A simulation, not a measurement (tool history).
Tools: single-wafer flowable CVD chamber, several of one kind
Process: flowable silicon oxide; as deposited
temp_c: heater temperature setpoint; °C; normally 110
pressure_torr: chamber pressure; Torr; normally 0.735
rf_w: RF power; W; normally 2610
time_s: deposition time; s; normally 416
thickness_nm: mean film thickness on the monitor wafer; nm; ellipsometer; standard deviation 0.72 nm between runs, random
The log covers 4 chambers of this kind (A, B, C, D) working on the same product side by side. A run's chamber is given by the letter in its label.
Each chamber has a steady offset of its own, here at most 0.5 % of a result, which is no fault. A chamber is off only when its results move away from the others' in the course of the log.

run	day	temp_c	pressure_torr	rf_w	time_s	hours since the last thermocouple change	hours since the last RF generator calibration	hours since the last manometer calibration	read-back reference wafer on the same gauge, thickness_nm	thickness_nm
1B	0.254	110	0.735	2610	416	950.3	543.9	164.1	189.03	168.87
2D	0.417	110	0.735	2610	416	1869.1	1093.8	421	188.99	169.18
3C	0.65	110	0.735	2610	416	1350.9	729	2056.9	189.07	169.75
4A	0.846	110	0.735	2610	416	2244.8	214.4	660.8	188.79	166.91
5A	1.104	110	0.735	2610	416	2251	220.6	667	188.94	169.28
6D	1.338	110	0.735	2610	416	1891.2	1115.9	443.1	189.02	168.86
7B	1.508	110	0.735	2610	416	980.4	574	194.2	189.15	168.88
8C	1.65	110	0.735	2610	416	1374.9	753	2080.9	189.16	168.58
9C	1.917	110	0.735	2610	416	1381.3	759.4	2087.3	188.99	168.83
10A	2.183	110	0.735	2610	416	2276.9	246.5	692.9	189.03	168.69
11D	2.329	110	0.735	2910	416	1915	1139.7	466.9	188.94	171.02
12B	2.625	110	0.735	2910	416	1007.2	600.8	221	188.98	172.16
13D	2.867	110	0.735	2910	416	1927.9	1152.6	479.8	188.87	170.44
14C	3.071	110	0.735	2910	416	1409	787.1	2115	189.11	170.59
15A	3.271	110	0.735	2610	416	2303	272.6	719	188.8	168.75
# day 3.575: chamber B: thermocouple changed; heater temperature recalibrated
16B	3.575	110	0.735	2610	416	0.1	623.6	243.8	188.94	169.25
17B	3.767	110	0.678	2610	442	4.7	628.2	248.4	188.76	160.94
18A	4.038	110	0.678	2610	442	2321.4	291	737.4	188.98	161.59
19D	4.279	110	0.678	2610	442	1961.8	1186.5	513.7	189.17	160.8
20C	4.488	110	0.678	2610	442	1443	821.1	2149	189.08	161.06
21A	4.717	104	0.735	2610	416	2337.7	307.3	753.7	189.21	204.26
22C	4.933	104	0.735	2610	416	1453.7	831.8	2159.7	188.87	207.66
23B	5.129	104	0.735	2610	416	37.4	660.9	281.1	189.02	208.53
24D	5.396	104	0.735	2610	416	1988.6	1213.3	540.5	188.77	204.84
25A	5.617	110	0.735	3090	416	2359.3	328.9	775.3	189.09	170.93
26D	5.842	110	0.735	3090	416	1999.3	1224	551.2	189.11	171.78
27C	6.054	110	0.735	3090	416	1480.6	858.7	2186.6	188.95	170.6
28B	6.271	110	0.735	3090	416	64.8	688.3	308.5	188.84	172.37
29C	6.483	110	0.735	2610	416	1490.9	869	2196.9	188.84	168.73
30B	6.717	110	0.735	2610	416	75.5	699	319.2	188.88	169.39
31A	6.992	110	0.735	2610	416	2392.3	361.9	808.3	189.01	169.57
32D	7.221	110	0.735	2610	416	2032.4	1257.1	584.3	188.98	169.44
33C	7.483	110	0.735	2610	416	1514.9	893	2220.9	188.99	169.74
34D	7.75	110	0.735	2610	416	2045.1	1269.8	597	188.98	169.36
35A	8.025	110	0.735	2610	416	2417.1	386.7	833.1	189.11	169.27
36B	8.167	110	0.735	2610	416	110.3	733.8	354	188.85	169.37
37A	8.375	110	0.735	2610	416	2425.5	395.1	841.5	189.17	168.63
38D	8.558	110	0.735	2610	416	2064.5	1289.2	616.4	189.14	169.39
39B	8.838	110	0.735	2610	416	126.4	749.9	370.1	188.95	170.07
40C	9.025	110	0.735	2610	416	1551.9	930	2257.9	188.88	169.77
41D	9.246	110	0.735	2610	416	2081	1305.7	632.9	188.71	168.33

What goes on in this fleet: one chamber off, a drifting gauge, or nothing beyond the chambers' own small offsets? Name the chamber and the cause, if any.

Neither any chamber nor the gauge drifts; the chambers differ only by their own small, steady offsets.
